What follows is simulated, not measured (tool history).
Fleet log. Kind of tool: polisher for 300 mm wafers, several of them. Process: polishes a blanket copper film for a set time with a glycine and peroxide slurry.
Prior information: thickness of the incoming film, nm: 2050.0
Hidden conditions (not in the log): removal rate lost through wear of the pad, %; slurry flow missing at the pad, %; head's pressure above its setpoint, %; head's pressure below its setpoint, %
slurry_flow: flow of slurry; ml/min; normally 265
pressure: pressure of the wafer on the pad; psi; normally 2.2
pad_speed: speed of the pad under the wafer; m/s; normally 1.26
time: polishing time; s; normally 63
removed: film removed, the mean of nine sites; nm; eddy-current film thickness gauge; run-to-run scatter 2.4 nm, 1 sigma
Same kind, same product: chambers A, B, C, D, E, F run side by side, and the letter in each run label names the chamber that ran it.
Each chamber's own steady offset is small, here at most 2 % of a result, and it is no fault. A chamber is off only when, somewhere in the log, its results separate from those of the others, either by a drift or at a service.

run	hour	slurry_flow	pressure	pad_speed	time	wafers polished on this pad	hours since the slurry nozzle was cleaned	hours since the head pressure was calibrated	removed
1E	4.9	265	2.2	1.26	63	613	499.9	282.2	395.70
# hour 5.2: chamber E: worn pad replaced by a new one
2C	10.5	265	2.2	1.26	63	215	187.2	51.1	394.35
3D	13.5	265	2.2	1.26	63	951	413.0	292.7	395.11
4B	18.6	265	2.2	1.26	63	801	20.3	207.9	397.90
# hour 20.0: chamber B: worn pad replaced by a new one
5A	23.9	265	2.2	1.26	63	956	182.7	376.4	401.44
6F	29.6	265	2.2	1.26	63	437	162.8	260.0	399.77
7E	34.9	265	2.2	1.26	63	277	529.9	312.2	393.73
8D	38.7	265	2.2	1.26	63	1185	438.2	317.9	394.35
# hour 39.3: chamber E: slurry nozzle cleaned
9C	44.8	320	2.5	1.26	63	535	221.5	85.4	437.31
10F	50.8	320	2.5	1.26	63	634	184.0	281.2	450.62
11B	55.2	320	2.5	1.26	63	328	56.9	244.5	447.55
# hour 55.4: chamber E: head pressure recalibrated
12A	59.0	320	2.5	1.26	63	1283	217.8	411.5	451.03
# hour 59.8: chamber F: worn pad replaced by a new one
# hour 61.8: chamber A: worn pad replaced by a new one
13F	63.1	320	2.5	1.26	63	31	196.3	293.5	450.76
14D	69.4	320	2.5	1.26	63	1471	468.9	348.6	443.69
# hour 73.9: chamber E: worn pad replaced by a new one
15C	74.0	265	2.2	1.26	63	807	250.7	114.6	393.32
16B	80.2	265	2.2	1.26	63	561	81.9	269.5	399.61
17E	83.8	265	2.2	1.26	63	92	44.5	28.4	401.37
18A	87.4	265	2.2	1.26	72	238	246.2	439.9	455.35
# hour 92.2: chamber B: worn pad replaced by a new one
19F	92.7	265	2.2	1.26	72	307	225.9	323.1	449.32
20A	98.7	265	2.2	1.26	72	344	257.5	451.2	453.53
21D	103.4	265	2.2	1.26	72	1788	502.9	382.6	436.54
22C	109.9	265	2.2	1.26	72	1142	286.6	150.5	446.32
23E	113.5	265	2.2	1.26	72	369	74.2	58.1	460.85
24B	118.9	265	2.2	1.26	63	249	120.6	308.2	395.36
25B	125.0	265	2.2	1.26	63	305	126.7	314.3	395.28
# hour 126.5: chamber E: worn pad replaced by a new one
26A	128.8	265	2.2	1.26	63	624	287.6	481.3	394.54
27D	132.0	265	2.7	1.26	63	2055	531.5	411.2	445.93
28F	135.3	265	2.7	1.26	63	704	268.5	365.7	475.32
29C	141.3	265	2.7	1.26	63	1434	318.0	181.9	460.84
# hour 143.1: chamber C: worn pad replaced by a new one
30E	147.4	265	2.7	1.26	63	194	108.1	92.0	478.38
31F	150.4	265	2.7	1.26	63	845	283.6	380.8	472.49
32B	154.4	265	2.7	1.26	63	579	156.1	343.7	469.39
33D	157.8	265	2.2	1.26	63	2295	557.3	437.0	373.50
34A	161.5	265	2.2	1.26	63	929	320.3	514.0	398.73
35E	166.4	265	2.2	1.26	63	371	127.1	111.0	397.56
36C	172.8	265	2.2	1.26	63	277	349.5	213.4	388.74
# hour 173.3: chamber B: worn pad replaced by a new one
37E	178.0	265	2.2	1.26	63	479	138.7	122.6	401.74
38B	181.9	195	2.2	1.26	83	80	183.6	371.2	504.37

Has any chamber moved away from the others, gradually or after a service, or does the common gauge drift, or do the chambers differ only by their own small steady offsets? State the chamber and the most likely cause if one applies.

One chamber, D, drifts off from the rest bit by bit.
Likeliest cause: removal rate lost through wear of the pad, % = 7.45.
With only this log, it may be confused with: slurry flow missing at the pad, %; head's pressure below its setpoint, %.

Which of the 4 candidates below, each the usual settings with something changed and its results left as question marks, puts chamber D back in line with what the other chambers give on the usual settings?
Maximum distance from the other chambers' mean on the usual settings for a result to count as in line: removed 8.40 nm
39D-1	186.6	265	2.4	1.26	69				?
39D-2	186.6	265	2.2	1.26	68				?
39D-3	186.6	265	2.0	1.26	58				?
39D-4	186.6	265	2.2	1.14	63				?

The mean the other chambers reach with the usual settings: removed 396.43 nm
run	removed
39D-1	428.89
39D-2	393.38
39D-3	310.54
39D-4	336.32
It is 39D-2 that realigns the chamber with its peers.
